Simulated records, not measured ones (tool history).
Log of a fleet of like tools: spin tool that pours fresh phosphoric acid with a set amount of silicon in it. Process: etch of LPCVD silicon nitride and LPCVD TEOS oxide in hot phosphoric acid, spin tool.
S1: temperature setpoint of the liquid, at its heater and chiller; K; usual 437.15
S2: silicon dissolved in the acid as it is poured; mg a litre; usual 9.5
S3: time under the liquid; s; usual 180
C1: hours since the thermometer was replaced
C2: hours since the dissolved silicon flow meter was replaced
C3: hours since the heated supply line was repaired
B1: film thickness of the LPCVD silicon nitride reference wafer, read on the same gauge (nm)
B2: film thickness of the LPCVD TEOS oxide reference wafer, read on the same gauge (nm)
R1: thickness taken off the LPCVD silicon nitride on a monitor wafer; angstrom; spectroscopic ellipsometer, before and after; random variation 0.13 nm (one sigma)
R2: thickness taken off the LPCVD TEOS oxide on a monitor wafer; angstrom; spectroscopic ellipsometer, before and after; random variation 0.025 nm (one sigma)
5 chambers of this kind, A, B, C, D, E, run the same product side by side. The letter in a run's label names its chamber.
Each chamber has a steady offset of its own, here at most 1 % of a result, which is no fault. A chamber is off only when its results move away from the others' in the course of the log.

run,hour,S1,S2,S3,C1,C2,C3,B1,B2,R1,R2
1E,4.7,437.15,9.5,180,2520.1,396,1863.9,29.997,79.991,166.55,4.8627
2B,12.5,437.15,9.5,180,270.6,758.1,66.6,30.042,79.996,167.84,4.912
3A,17.5,437.15,9.5,180,2595.4,1025.7,1462.1,29.976,80.003,169.4,5.0433
4C,21.3,437.15,9.5,180,423,256.9,943.6,29.989,80.023,169.42,5.1996
5D,25.2,437.15,9.5,180,236.4,778.9,46.7,29.992,80.015,170.99,5.0675
# hour 25.6: chamber E: thermometer replaced
6E,31.2,437.15,9.5,180,5.6,422.5,1890.4,30.013,79.992,166.84,5.3387
7B,37.7,437.15,9.5,180,295.8,783.3,91.8,29.984,80.02,168.27,5.065
8A,44,437.15,9.5,180,2621.9,1052.2,1488.6,30,80.01,166.08,4.9323
9C,48.9,437.15,9.5,180,450.6,284.5,971.2,30.021,80.011,170.89,4.9987
10D,54.3,437.15,9.5,180,265.5,808,75.8,30.035,80.008,170.23,5.1404
11C,61.7,437.15,9.5,100,463.4,297.3,984,30.002,79.99,94.397,2.9151
12B,66.5,437.15,9.5,100,324.6,812.1,120.6,30.011,79.997,94.388,2.6271
13A,74.3,437.15,9.5,100,2652.2,1082.5,1518.9,30.045,79.989,94.631,2.8666
14E,78.1,437.15,9.5,100,52.5,469.4,1937.3,29.941,80.017,92.226,2.9866
15D,84.4,437.15,9.5,100,295.6,838.1,105.9,29.976,79.996,93.332,2.8741
16C,92.6,437.15,9.5,180,494.3,328.2,1014.9,29.991,79.996,168.84,4.7861
17D,97,437.15,9.5,180,308.2,850.7,118.5,30.002,80.015,168.82,5.4053
18E,103.5,437.15,9.5,180,77.9,494.8,1962.7,30.008,79.995,166.52,4.877
19B,107.2,437.15,9.5,180,365.3,852.8,161.3,29.943,80.01,173.83,5.0019
20A,111.7,437.15,9.5,260,2689.6,1119.9,1556.3,29.999,80.002,244.46,7.358
21D,118.5,437.15,9.5,260,329.7,872.2,140,29.967,79.994,243.38,6.8893
22A,122.7,437.15,9.5,260,2700.6,1130.9,1567.3,30.049,79.974,242.33,7.1904
23B,127.6,437.15,9.5,260,385.7,873.2,181.7,30.003,79.997,253.21,8.1913
24C,131.8,437.15,9.5,260,533.5,367.4,1054.1,29.998,79.995,245.81,7.2598
25E,139.6,437.15,9.5,180,114,530.9,1998.8,30.061,79.995,166.46,5.1959
26D,144.4,437.15,9.5,265,355.6,898.1,165.9,29.945,79.992,249.5,7.1953
27E,149.4,437.15,9.5,265,123.8,540.7,2008.6,30.044,80.002,247.98,7.5601
28C,153.3,437.15,9.5,265,555,388.9,1075.6,30.012,80.003,250.72,7.9648
29A,158.3,437.15,9.5,265,2736.2,1166.5,1602.9,30.047,79.992,247.02,8.0601
30B,165.2,437.15,9.5,265,423.3,910.8,219.3,29.963,79.997,257.79,8.6245
31E,169.4,437.15,9.5,180,143.8,560.7,2028.6,29.991,79.989,168.63,4.7828
32A,177.8,437.15,9.5,180,2755.7,1186,1622.4,29.979,80.008,169.65,5.0597
33B,185.8,437.15,9.5,180,443.9,931.4,239.9,29.986,80.009,178,5.7086

Is one chamber off against the others, does the gauge drift, or is nothing wrong? If a chamber is off, say which, and what the likeliest cause is.

Chamber B drifts away from the others.
Cause: liquid hotter than its thermometer reads (K) = 1.8.

Here are 4 candidates for chamber B's next run, each the usual settings with a change, their results left as question marks. Which one brings its results back in line with what the others give on the usual settings?
In line means no further than this from the other chambers' mean on the usual settings: R1 4.5 angstrom; R2 0.87 angstrom
34B-1,192,436.65,10.5,180,,,,,,?,?
34B-2,192,436.15,12,175,,,,,,?,?
34B-3,192,438.15,7,185,,,,,,?,?
34B-4,192,437.65,8.5,180,,,,,,?,?

The other chambers' mean on the usual settings: R1 168.51 angstrom; R2 5.0422 angstrom
run,R1,R2
34B-1,175.9,5.5798
34B-2,168.17,5.0519
34B-3,189.99,6.902
34B-4,181.87,6.2759
34B-2 brings the chamber back in line.
